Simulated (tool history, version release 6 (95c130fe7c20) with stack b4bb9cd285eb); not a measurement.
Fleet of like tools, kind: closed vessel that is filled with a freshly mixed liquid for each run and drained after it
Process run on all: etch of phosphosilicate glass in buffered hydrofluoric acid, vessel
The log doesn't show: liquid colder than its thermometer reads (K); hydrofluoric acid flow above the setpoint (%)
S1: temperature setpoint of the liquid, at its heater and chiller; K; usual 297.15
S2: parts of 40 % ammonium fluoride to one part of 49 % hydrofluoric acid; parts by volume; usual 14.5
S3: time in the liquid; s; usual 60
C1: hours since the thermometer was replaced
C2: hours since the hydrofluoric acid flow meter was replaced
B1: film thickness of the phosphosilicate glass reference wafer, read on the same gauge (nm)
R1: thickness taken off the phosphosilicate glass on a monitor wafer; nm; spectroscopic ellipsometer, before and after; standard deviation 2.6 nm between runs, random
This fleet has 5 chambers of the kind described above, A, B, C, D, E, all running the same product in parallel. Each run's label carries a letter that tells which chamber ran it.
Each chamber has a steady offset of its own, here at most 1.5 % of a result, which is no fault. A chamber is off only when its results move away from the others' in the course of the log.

Run 1B, day 0.533: usual settings; C1 1153; C2 789.4; B1 59.992. Result: R1 422.33 nm.
Run 2A, day 1.142: usual settings; C1 1625.9; C2 487.2; B1 59.995. Result: R1 420.9 nm.
Run 3D, day 1.467: usual settings; C1 1287.1; C2 1550.6; B1 59.987. Result: R1 425.09 nm.
At day 1.846: chamber B: thermometer replaced.
Run 4E, day 1.967: usual settings; C1 108; C2 1108.7; B1 60.025. Result: R1 423.62 nm.
Run 5C, day 2.346: usual settings; C1 1850.7; C2 399.5; B1 60.017. Result: R1 424.8 nm.
At day 2.433: chamber D: hydrofluoric acid flow meter replaced.
Run 6D, day 2.783: usual settings; C1 1318.7; C2 8.5; B1 60.004. Result: R1 422.19 nm.
At day 2.846: chamber A: thermometer replaced.
Run 7A, day 3.079: usual settings; C1 5.6; C2 533.7; B1 60.001. Result: R1 417.65 nm.
Run 8C, day 3.512: usual settings but S2 11.5 parts by volume, S3 90 s; C1 1878.7; C2 427.5; B1 60.004. Result: R1 799.05 nm.
Run 9E, day 4.012: usual settings but S2 11.5 parts by volume, S3 90 s; C1 157.1; C2 1157.8; B1 59.993. Result: R1 786.56 nm.
Run 10B, day 4.325: usual settings but S2 11.5 parts by volume, S3 90 s; C1 59.6; C2 880.4; B1 59.988. Result: R1 795.55 nm.
Run 11C, day 4.862: usual settings but S2 11.5 parts by volume, S3 90 s; C1 1911.1; C2 459.9; B1 60.004. Result: R1 796.42 nm.
Run 12D, day 5.458: usual settings but S2 11.5 parts by volume, S3 90 s; C1 1382.9; C2 72.7; B1 59.991. Result: R1 803.17 nm.
Run 13B, day 5.871: usual settings; C1 96.7; C2 917.5; B1 59.981. Result: R1 429.96 nm.
Run 14E, day 6.417: usual settings; C1 214.8; C2 1215.5; B1 60.001. Result: R1 418.05 nm.
Run 15A, day 6.754: usual settings; C1 93.8; C2 621.9; B1 60.005. Result: R1 416.91 nm.
Run 16E, day 7.379: usual settings; C1 237.9; C2 1238.6; B1 60.019. Result: R1 416.95 nm.
Run 17B, day 7.804: usual settings; C1 143.1; C2 963.9; B1 59.992. Result: R1 424.5 nm.
Run 18C, day 8.238: usual settings but S1 295.65 K, S3 30 s; C1 1992.1; C2 540.9; B1 60.004. Result: R1 196.18 nm.
Run 19D, day 8.638: usual settings but S1 295.65 K, S3 30 s; C1 1459.2; C2 149; B1 59.981. Result: R1 192.54 nm.
Run 20A, day 9.075: usual settings but S1 295.65 K, S3 30 s; C1 149.5; C2 677.6; B1 60.003. Result: R1 194.5 nm.
Run 21E, day 9.662: usual settings but S1 295.65 K, S3 30 s; C1 292.7; C2 1293.4; B1 59.998. Result: R1 192.05 nm.
Run 22C, day 10.271: usual settings but S1 295.65 K, S3 30 s; C1 2040.9; C2 589.7; B1 60.004. Result: R1 192.53 nm.
Run 23B, day 10.725: usual settings; C1 213.2; C2 1034; B1 59.99. Result: R1 423.84 nm.
Run 24D, day 11.054: usual settings; C1 1517.2; C2 207; B1 60.001. Result: R1 424.92 nm.
Run 25A, day 11.533: usual settings; C1 208.5; C2 736.6; B1 60.003. Result: R1 423.04 nm.
Run 26D, day 12.046: usual settings; C1 1541; C2 230.8; B1 59.994. Result: R1 424.3 nm.
Run 27E, day 12.667: usual settings; C1 364.8; C2 1365.5; B1 60.014. Result: R1 416.1 nm.
Run 28A, day 12.988: usual settings; C1 243.4; C2 771.5; B1 59.988. Result: R1 422.73 nm.
Run 29B, day 13.421: usual settings; C1 277.9; C2 1098.7; B1 60.017. Result: R1 423.81 nm.
Run 30C, day 14.008: usual settings but S1 294.65 K; C1 2130.6; C2 679.4; B1 59.996. Result: R1 372.79 nm.

Decide between three cases: one chamber stands off from its peers, the gauge reading all wafers drifts, or nothing is wrong past each chamber's small offset. Where a chamber is off, say which and what most likely put it there.

Nothing is wrong: each chamber keeps only its own small, steady offset and the gauge holds still.
